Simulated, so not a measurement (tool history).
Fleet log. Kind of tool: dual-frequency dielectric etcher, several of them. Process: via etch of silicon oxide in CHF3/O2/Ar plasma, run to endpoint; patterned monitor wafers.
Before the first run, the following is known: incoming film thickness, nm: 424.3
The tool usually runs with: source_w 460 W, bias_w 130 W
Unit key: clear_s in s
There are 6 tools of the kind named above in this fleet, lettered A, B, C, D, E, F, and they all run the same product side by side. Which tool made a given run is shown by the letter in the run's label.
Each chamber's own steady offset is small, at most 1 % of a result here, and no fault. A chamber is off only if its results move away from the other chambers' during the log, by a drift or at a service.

run	hour	source_w	bias_w	clear_s
1E	6.4	460	130	262.8
2D	12.6	460	130	265.93
# hour 15.9: chamber F: wet clean of the chamber
3F	20.7	460	130	264.64
4C	29.8	460	130	265.09
5B	39.9	460	130	265.56
6A	49.9	550	161	230.3
7B	62.5	550	161	230.57
8F	72.8	550	161	231.68
9E	81.8	550	161	229.46
10C	90.6	550	161	230.32
11D	101	550	161	230.3
12A	111.5	460	130	263.88
13A	118.7	460	130	262.96
# hour 125.7: chamber E: bias power generator calibrated
14C	129.1	460	130	264.33
15E	136.6	460	130	261.83
16D	147.7	460	130	262.14
17B	157.8	460	130	266.81
18F	168.4	460	130	263.74
19D	179	460	130	263.55
20B	189.6	460	130	264.9
21A	195.9	460	130	259.29
22C	202.9	460	130	262.19
# hour 209.1: chamber D: bias power generator calibrated
# hour 210.6: chamber E: wet clean of the chamber
23E	211.8	460	130	261.98
24F	222.2	460	130	265
25A	233.6	460	130	258.74
26C	241.7	460	130	263.46
27E	252.1	460	130	265.26
28F	261.8	460	130	264.28
29B	267.5	460	130	267.06
30D	276.6	460	130	263.12
31B	283.8	460	130	266.67
32F	292.6	460	130	266.65
33D	301.8	460	130	265.09
# hour 307.5: chamber C: source power generator calibrated
34E	312.6	460	130	262.91
35C	318.1	460	130	262.48
# hour 324.9: chamber B: source power generator calibrated
36A	329.2	370	130	279.25
37E	341	370	130	286.79
# hour 351.4: chamber B: wet clean of the chamber
38B	352.9	370	130	288.09
39C	361.9	370	130	286.29

Is one chamber out of step, is the gauge drifting, or do the chambers differ by no more than their own small offsets? For an off chamber, give its letter and the likeliest cause.

Chamber A drifts away from the others.
Cause: etch rate over this chamber's usual, % = 4.27.

Chamber A could run next with any of the 4 candidate recipes listed below; each alters the usual settings, and their results appear as question marks. Which one brings its results back in line with what the other chambers deliver on the usual settings?
In-line tolerance around the mean of the other chambers on the usual settings: clear_s 3.7 s
40A-1	370.9	510	140	?
40A-2	370.9	460	105	?
40A-3	370.9	490	135	?
40A-4	370.9	430	125	?

Usual-settings mean across the other chambers: clear_s 263.92 s
run	clear_s
40A-1	238.38
40A-2	271.38
40A-3	244.96
40A-4	264.23
40A-4 brings the chamber back in line.
